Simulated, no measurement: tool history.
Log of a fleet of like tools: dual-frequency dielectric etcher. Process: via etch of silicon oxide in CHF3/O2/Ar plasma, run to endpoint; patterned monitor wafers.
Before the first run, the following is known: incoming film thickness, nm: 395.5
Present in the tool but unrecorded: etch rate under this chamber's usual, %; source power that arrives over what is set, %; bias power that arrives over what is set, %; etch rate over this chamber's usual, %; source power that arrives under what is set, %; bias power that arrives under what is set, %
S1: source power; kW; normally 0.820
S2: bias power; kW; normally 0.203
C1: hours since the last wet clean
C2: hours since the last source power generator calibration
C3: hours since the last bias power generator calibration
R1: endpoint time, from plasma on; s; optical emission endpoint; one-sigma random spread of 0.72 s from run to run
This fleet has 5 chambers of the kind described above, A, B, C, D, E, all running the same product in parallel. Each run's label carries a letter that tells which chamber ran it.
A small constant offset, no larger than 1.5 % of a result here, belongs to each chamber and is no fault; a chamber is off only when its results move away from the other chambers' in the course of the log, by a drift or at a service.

{"run": "1D", "day": 0.504, "S1": 0.82, "S2": 0.203, "C1": 316.2, "C2": 3069.9, "C3": 134.9, "R1": 170.25}
{"run": "2E", "day": 0.842, "S1": 0.82, "S2": 0.203, "C1": 404.8, "C2": 393.8, "C3": 2308.0, "R1": 167.98}
{"run": "3C", "day": 1.379, "S1": 0.82, "S2": 0.203, "C1": 358.8, "C2": 636.6, "C3": 149.9, "R1": 168.5}
{"run": "4A", "day": 1.821, "S1": 0.82, "S2": 0.203, "C1": 93.4, "C2": 971.2, "C3": 5233.2, "R1": 171.46}
{"run": "5B", "day": 2.133, "S1": 0.82, "S2": 0.203, "C1": 333.0, "C2": 3777.4, "C3": 3167.1, "R1": 170.35}
{"run": "6D", "day": 2.5, "S1": 0.82, "S2": 0.203, "C1": 364.1, "C2": 3117.8, "C3": 182.8, "R1": 171.21}
{"run": "7A", "day": 3.183, "S1": 0.82, "S2": 0.203, "C1": 126.1, "C2": 1003.9, "C3": 5265.9, "R1": 171.58}
{"run": "8E", "day": 3.517, "S1": 0.82, "S2": 0.203, "C1": 469.0, "C2": 458.0, "C3": 2372.2, "R1": 170.22}
{"run": "9B", "day": 3.896, "S1": 0.82, "S2": 0.203, "C1": 375.3, "C2": 3819.7, "C3": 3209.4, "R1": 169.75}
{"run": "10C", "day": 4.558, "S1": 0.82, "S2": 0.203, "C1": 435.1, "C2": 712.9, "C3": 226.2, "R1": 169.17}
{"run": "11E", "day": 5.033, "S1": 0.82, "S2": 0.203, "C1": 505.4, "C2": 494.4, "C3": 2408.6, "R1": 168.07}
{"run": "12D", "day": 5.575, "S1": 0.74, "S2": 0.157, "C1": 437.9, "C2": 3191.6, "C3": 256.6, "R1": 193.77}
{"run": "13A", "day": 6.017, "S1": 0.74, "S2": 0.157, "C1": 194.1, "C2": 1071.9, "C3": 5333.9, "R1": 193.87}
{"day": 6.267, "done": "chamber D: source power generator calibrated"}
{"run": "14B", "day": 6.621, "S1": 0.74, "S2": 0.157, "C1": 440.7, "C2": 3885.1, "C3": 3274.8, "R1": 192.0}
{"day": 6.758, "done": "chamber A: bias power generator calibrated"}
{"run": "15C", "day": 7.212, "S1": 0.74, "S2": 0.157, "C1": 498.8, "C2": 776.6, "C3": 289.9, "R1": 192.04}
{"run": "16C", "day": 7.754, "S1": 0.74, "S2": 0.157, "C1": 511.8, "C2": 789.6, "C3": 302.9, "R1": 190.38}
{"run": "17E", "day": 8.117, "S1": 0.82, "S2": 0.203, "C1": 579.4, "C2": 568.4, "C3": 2482.6, "R1": 165.5}
{"day": 8.512, "done": "chamber B: wet clean of the chamber"}
{"run": "18A", "day": 8.675, "S1": 0.82, "S2": 0.203, "C1": 257.9, "C2": 1135.7, "C3": 46.1, "R1": 171.25}
{"run": "19D", "day": 9.192, "S1": 0.82, "S2": 0.203, "C1": 524.7, "C2": 70.2, "C3": 343.4, "R1": 170.36}
{"run": "20B", "day": 9.567, "S1": 0.82, "S2": 0.172, "C1": 25.3, "C2": 3955.8, "C3": 3345.5, "R1": 179.9}
{"run": "21A", "day": 9.95, "S1": 0.82, "S2": 0.172, "C1": 288.5, "C2": 1166.3, "C3": 76.7, "R1": 181.1}
{"day": 10.067, "done": "chamber C: wet clean of the chamber"}
{"run": "22B", "day": 10.596, "S1": 0.82, "S2": 0.172, "C1": 50.0, "C2": 3980.5, "C3": 3370.2, "R1": 178.87}
{"run": "23E", "day": 11.15, "S1": 0.82, "S2": 0.172, "C1": 652.2, "C2": 641.2, "C3": 2555.4, "R1": 174.77}
{"run": "24D", "day": 11.767, "S1": 0.82, "S2": 0.172, "C1": 586.5, "C2": 132.0, "C3": 405.2, "R1": 178.92}
{"run": "25C", "day": 12.288, "S1": 0.82, "S2": 0.203, "C1": 53.4, "C2": 898.4, "C3": 411.7, "R1": 168.73}
{"day": 12.292, "done": "chamber D: wet clean of the chamber"}
{"run": "26E", "day": 12.796, "S1": 0.82, "S2": 0.203, "C1": 691.7, "C2": 680.7, "C3": 2594.9, "R1": 164.94}
{"run": "27A", "day": 13.3, "S1": 0.82, "S2": 0.203, "C1": 368.9, "C2": 1246.7, "C3": 157.1, "R1": 170.63}
{"run": "28D", "day": 13.738, "S1": 0.82, "S2": 0.203, "C1": 34.7, "C2": 179.3, "C3": 452.5, "R1": 170.72}
{"day": 14.362, "done": "chamber A: wet clean of the chamber"}
{"run": "29C", "day": 14.4, "S1": 0.82, "S2": 0.203, "C1": 104.1, "C2": 949.1, "C3": 462.4, "R1": 168.62}
{"run": "30B", "day": 14.942, "S1": 0.82, "S2": 0.203, "C1": 154.3, "C2": 4084.8, "C3": 3474.5, "R1": 169.17}
{"run": "31E", "day": 15.346, "S1": 0.82, "S2": 0.203, "C1": 752.9, "C2": 741.9, "C3": 2656.1, "R1": 164.24}
{"run": "32B", "day": 15.954, "S1": 0.82, "S2": 0.203, "C1": 178.6, "C2": 4109.1, "C3": 3498.8, "R1": 170.7}
{"run": "33D", "day": 16.521, "S1": 0.82, "S2": 0.203, "C1": 101.5, "C2": 246.1, "C3": 519.3, "R1": 171.38}
{"run": "34C", "day": 17.2, "S1": 0.82, "S2": 0.203, "C1": 171.3, "C2": 1016.3, "C3": 529.6, "R1": 168.98}
{"run": "35A", "day": 17.508, "S1": 0.82, "S2": 0.203, "C1": 75.6, "C2": 1347.7, "C3": 258.1, "R1": 170.28}
{"run": "36B", "day": 17.808, "S1": 0.97, "S2": 0.235, "C1": 223.1, "C2": 4153.6, "C3": 3543.3, "R1": 151.4}

Next, every chamber runs the same settings. What will each give?
{"run": "37A", "day": 18.304, "S1": 0.82, "S2": 0.203, "R1": "?"}
{"run": "37B", "day": 18.304, "S1": 0.82, "S2": 0.203, "R1": "?"}
{"run": "37C", "day": 18.304, "S1": 0.82, "S2": 0.203, "R1": "?"}
{"run": "37D", "day": 18.304, "S1": 0.82, "S2": 0.203, "R1": "?"}
{"run": "37E", "day": 18.304, "S1": 0.82, "S2": 0.203, "R1": "?"}

run=37A R1=172.19
run=37B R1=170.89
run=37C R1=169.29
run=37D R1=169.94
run=37E R1=162.61
